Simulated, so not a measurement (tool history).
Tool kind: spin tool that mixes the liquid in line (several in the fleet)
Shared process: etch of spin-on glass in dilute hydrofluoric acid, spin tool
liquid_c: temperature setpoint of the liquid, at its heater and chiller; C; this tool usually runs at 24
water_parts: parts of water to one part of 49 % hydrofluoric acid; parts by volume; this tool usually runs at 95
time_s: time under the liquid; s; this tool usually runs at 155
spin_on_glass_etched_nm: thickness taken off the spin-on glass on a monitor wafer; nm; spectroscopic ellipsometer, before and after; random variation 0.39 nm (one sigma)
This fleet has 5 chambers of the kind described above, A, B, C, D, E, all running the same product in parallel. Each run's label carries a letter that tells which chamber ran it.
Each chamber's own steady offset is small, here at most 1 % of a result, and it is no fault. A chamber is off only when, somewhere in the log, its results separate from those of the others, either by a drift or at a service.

run	day	liquid_c	water_parts	time_s	read-back film thickness of the spin-on glass reference wafer, read on the same gauge (nm)	spin_on_glass_etched_nm
1B	0.633	24	95	155	110.01	50.5
2E	1.112	24	95	155	110.03	50.84
3C	1.412	24	95	155	110	50.563
4D	2.008	24	95	155	110.02	50.296
# day 2.017: chamber D: thermometer replaced
5A	2.45	24	95	155	110.01	51.274
6B	2.875	24	95	155	109.99	50.381
7C	3.233	24	95	155	110.01	50.196
# day 3.55: chamber A: thermometer replaced
8E	3.596	26	95	155	109.99	54.698
9A	4.225	26	95	155	110.01	54.587
10D	4.858	26	95	155	110.01	54.39
11D	5.342	26	95	155	110.04	55.02
12B	5.979	26	95	155	109.98	54.496
13E	6.354	24	95	155	110.01	51.204
# day 6.675: chamber C: hydrofluoric acid flow meter replaced
14A	6.867	24	95	155	110.01	50.717
15C	7.45	24	145	110	110.02	22.141
16D	8.033	24	145	110	109.99	22.234
# day 8.042: chamber B: thermometer replaced
17C	8.521	24	145	110	109.98	22.298
18E	9.067	24	145	110	110.01	21.975
19B	9.471	24	145	110	109.98	21.951
20A	9.8	24	95	80	110.01	26.134
21C	10.075	24	95	80	109.99	25.954
22E	10.612	24	95	80	110.01	26.414
23D	11.129	24	95	80	109.98	26.492
24A	11.521	24	95	80	110	26.348
25B	12.121	24	95	155	109.97	50.984
26B	12.492	24	95	155	110.01	50.065
27C	12.988	24	95	155	110.03	50.672
28A	13.612	24	95	155	110.02	50.414
29E	14.254	24	130	75	110.04	17.106
30D	14.683	24	130	75	110	17.285
31C	15.175	24	130	75	110.03	17.293
# day 15.525: chamber D: hydrofluoric acid flow meter replaced
32E	15.729	24	130	75	109.98	17.197
33A	16.112	24	130	75	109.99	17.36
34D	16.579	24	95	155	110.01	51.276
35B	17.088	24	95	155	110	50.768
36D	17.396	20.5	95	95	110.01	27.225
37B	17.692	20.5	95	95	110.02	26.923
38E	18.233	20.5	95	95	109.98	27.162
39C	18.638	20.5	95	95	110	27.133
40A	19.033	20.5	95	95	109.98	27.332

Which is it: a chamber that has drifted or been left off by a service, a gauge drift common to all chambers, or only each chamber's usual small offset? If a chamber is off, name it and its likeliest cause.

Nothing is wrong: each chamber keeps only its own small, steady offset and the gauge holds still.
